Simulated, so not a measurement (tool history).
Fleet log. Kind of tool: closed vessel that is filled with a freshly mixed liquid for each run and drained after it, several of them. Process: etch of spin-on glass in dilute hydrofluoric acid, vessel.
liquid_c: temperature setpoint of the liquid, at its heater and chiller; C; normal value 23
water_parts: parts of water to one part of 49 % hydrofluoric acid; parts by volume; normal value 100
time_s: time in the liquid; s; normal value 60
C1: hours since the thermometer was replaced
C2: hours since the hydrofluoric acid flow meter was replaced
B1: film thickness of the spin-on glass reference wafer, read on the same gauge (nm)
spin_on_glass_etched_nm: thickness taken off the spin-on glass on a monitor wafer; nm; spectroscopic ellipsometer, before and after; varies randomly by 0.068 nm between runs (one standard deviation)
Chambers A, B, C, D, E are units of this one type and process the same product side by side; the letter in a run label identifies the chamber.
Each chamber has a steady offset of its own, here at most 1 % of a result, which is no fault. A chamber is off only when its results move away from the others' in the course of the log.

{"run": "1D", "hour": 13.3, "liquid_c": 23, "water_parts": 100, "time_s": 60, "C1": 243.9, "C2": 413.2, "B1": 60.005, "spin_on_glass_etched_nm": 14.298}
{"run": "2A", "hour": 25.6, "liquid_c": 23, "water_parts": 100, "time_s": 60, "C1": 629.5, "C2": 103.6, "B1": 59.99, "spin_on_glass_etched_nm": 14.083}
{"run": "3B", "hour": 32.0, "liquid_c": 23, "water_parts": 100, "time_s": 60, "C1": 598.7, "C2": 993.7, "B1": 60.011, "spin_on_glass_etched_nm": 14.293}
{"run": "4C", "hour": 38.0, "liquid_c": 23, "water_parts": 100, "time_s": 60, "C1": 1122.9, "C2": 382.2, "B1": 60.002, "spin_on_glass_etched_nm": 14.029}
{"run": "5E", "hour": 47.5, "liquid_c": 23, "water_parts": 100, "time_s": 60, "C1": 573.2, "C2": 1793.6, "B1": 59.991, "spin_on_glass_etched_nm": 14.3}
{"run": "6E", "hour": 53.4, "liquid_c": 23, "water_parts": 100, "time_s": 60, "C1": 579.1, "C2": 1799.5, "B1": 59.995, "spin_on_glass_etched_nm": 14.183}
{"run": "7D", "hour": 65.4, "liquid_c": 23, "water_parts": 100, "time_s": 60, "C1": 296.0, "C2": 465.3, "B1": 59.996, "spin_on_glass_etched_nm": 14.231}
{"run": "8A", "hour": 78.2, "liquid_c": 23, "water_parts": 100, "time_s": 60, "C1": 682.1, "C2": 156.2, "B1": 60.028, "spin_on_glass_etched_nm": 14.221}
{"run": "9C", "hour": 84.1, "liquid_c": 23, "water_parts": 100, "time_s": 60, "C1": 1169.0, "C2": 428.3, "B1": 59.972, "spin_on_glass_etched_nm": 13.896}
{"hour": 88.8, "done": "chamber C: hydrofluoric acid flow meter replaced"}
{"run": "10B", "hour": 94.7, "liquid_c": 23, "water_parts": 100, "time_s": 60, "C1": 661.4, "C2": 1056.4, "B1": 60.013, "spin_on_glass_etched_nm": 14.075}
{"run": "11B", "hour": 105.9, "liquid_c": 23, "water_parts": 100, "time_s": 60, "C1": 672.6, "C2": 1067.6, "B1": 59.987, "spin_on_glass_etched_nm": 14.099}
{"run": "12A", "hour": 116.6, "liquid_c": 23, "water_parts": 100, "time_s": 60, "C1": 720.5, "C2": 194.6, "B1": 60.004, "spin_on_glass_etched_nm": 14.325}
{"run": "13E", "hour": 124.7, "liquid_c": 23, "water_parts": 100, "time_s": 60, "C1": 650.4, "C2": 1870.8, "B1": 59.995, "spin_on_glass_etched_nm": 14.151}
{"run": "14D", "hour": 135.4, "liquid_c": 23, "water_parts": 100, "time_s": 60, "C1": 366.0, "C2": 535.3, "B1": 59.997, "spin_on_glass_etched_nm": 14.179}
{"run": "15C", "hour": 147.6, "liquid_c": 23, "water_parts": 100, "time_s": 60, "C1": 1232.5, "C2": 58.9, "B1": 59.996, "spin_on_glass_etched_nm": 14.119}
{"run": "16B", "hour": 160.9, "liquid_c": 23, "water_parts": 100, "time_s": 60, "C1": 727.6, "C2": 1122.6, "B1": 59.998, "spin_on_glass_etched_nm": 13.941}
{"run": "17E", "hour": 166.9, "liquid_c": 23, "water_parts": 100, "time_s": 60, "C1": 692.6, "C2": 1913.0, "B1": 60.004, "spin_on_glass_etched_nm": 14.162}
{"run": "18C", "hour": 174.9, "liquid_c": 23, "water_parts": 100, "time_s": 60, "C1": 1259.8, "C2": 86.2, "B1": 60.012, "spin_on_glass_etched_nm": 13.941}
{"run": "19A", "hour": 186.9, "liquid_c": 23, "water_parts": 100, "time_s": 60, "C1": 790.8, "C2": 264.9, "B1": 59.991, "spin_on_glass_etched_nm": 14.136}
{"run": "20D", "hour": 195.9, "liquid_c": 23, "water_parts": 100, "time_s": 60, "C1": 426.5, "C2": 595.8, "B1": 59.981, "spin_on_glass_etched_nm": 14.296}
{"run": "21E", "hour": 206.9, "liquid_c": 23, "water_parts": 100, "time_s": 60, "C1": 732.6, "C2": 1953.0, "B1": 60.017, "spin_on_glass_etched_nm": 14.241}
{"run": "22B", "hour": 213.5, "liquid_c": 23, "water_parts": 100, "time_s": 60, "C1": 780.2, "C2": 1175.2, "B1": 59.99, "spin_on_glass_etched_nm": 13.625}
{"run": "23C", "hour": 223.6, "liquid_c": 23, "water_parts": 100, "time_s": 60, "C1": 1308.5, "C2": 134.9, "B1": 60.003, "spin_on_glass_etched_nm": 14.023}
{"run": "24A", "hour": 230.3, "liquid_c": 23, "water_parts": 100, "time_s": 60, "C1": 834.2, "C2": 308.3, "B1": 59.998, "spin_on_glass_etched_nm": 14.182}
{"run": "25D", "hour": 238.2, "liquid_c": 23, "water_parts": 60, "time_s": 85, "C1": 468.8, "C2": 638.1, "B1": 60.019, "spin_on_glass_etched_nm": 35.316}
{"run": "26B", "hour": 244.6, "liquid_c": 23, "water_parts": 60, "time_s": 85, "C1": 811.3, "C2": 1206.3, "B1": 60.007, "spin_on_glass_etched_nm": 33.088}
{"run": "27E", "hour": 257.9, "liquid_c": 23, "water_parts": 60, "time_s": 85, "C1": 783.6, "C2": 2004.0, "B1": 59.995, "spin_on_glass_etched_nm": 35.141}
{"run": "28C", "hour": 263.9, "liquid_c": 23, "water_parts": 60, "time_s": 85, "C1": 1348.8, "C2": 175.2, "B1": 60.028, "spin_on_glass_etched_nm": 34.45}
{"run": "29A", "hour": 270.6, "liquid_c": 23, "water_parts": 60, "time_s": 85, "C1": 874.5, "C2": 348.6, "B1": 60.011, "spin_on_glass_etched_nm": 34.832}
{"run": "30D", "hour": 277.1, "liquid_c": 23, "water_parts": 100, "time_s": 60, "C1": 507.7, "C2": 677.0, "B1": 60.006, "spin_on_glass_etched_nm": 14.348}
{"run": "31A", "hour": 284.8, "liquid_c": 23, "water_parts": 120, "time_s": 75, "C1": 888.7, "C2": 362.8, "B1": 60.01, "spin_on_glass_etched_nm": 14.474}
{"run": "32B", "hour": 297.0, "liquid_c": 23, "water_parts": 120, "time_s": 75, "C1": 863.7, "C2": 1258.7, "B1": 59.994, "spin_on_glass_etched_nm": 13.66}
{"run": "33E", "hour": 303.4, "liquid_c": 23, "water_parts": 120, "time_s": 75, "C1": 829.1, "C2": 2049.5, "B1": 59.981, "spin_on_glass_etched_nm": 14.505}

The same settings go to every chamber for the next run, one line per chamber below. Forecast the results for each:
{"run": "34A", "hour": 313.2, "liquid_c": 23, "water_parts": 65, "time_s": 60, "spin_on_glass_etched_nm": "?"}
{"run": "34B", "hour": 313.2, "liquid_c": 23, "water_parts": 65, "time_s": 60, "spin_on_glass_etched_nm": "?"}
{"run": "34C", "hour": 313.2, "liquid_c": 23, "water_parts": 65, "time_s": 60, "spin_on_glass_etched_nm": "?"}
{"run": "34D", "hour": 313.2, "liquid_c": 23, "water_parts": 65, "time_s": 60, "spin_on_glass_etched_nm": "?"}
{"run": "34E", "hour": 313.2, "liquid_c": 23, "water_parts": 65, "time_s": 60, "spin_on_glass_etched_nm": "?"}

run=34A spin_on_glass_etched_nm=22.499
run=34B spin_on_glass_etched_nm=21.306
run=34C spin_on_glass_etched_nm=22.485
run=34D spin_on_glass_etched_nm=22.714
run=34E spin_on_glass_etched_nm=22.681
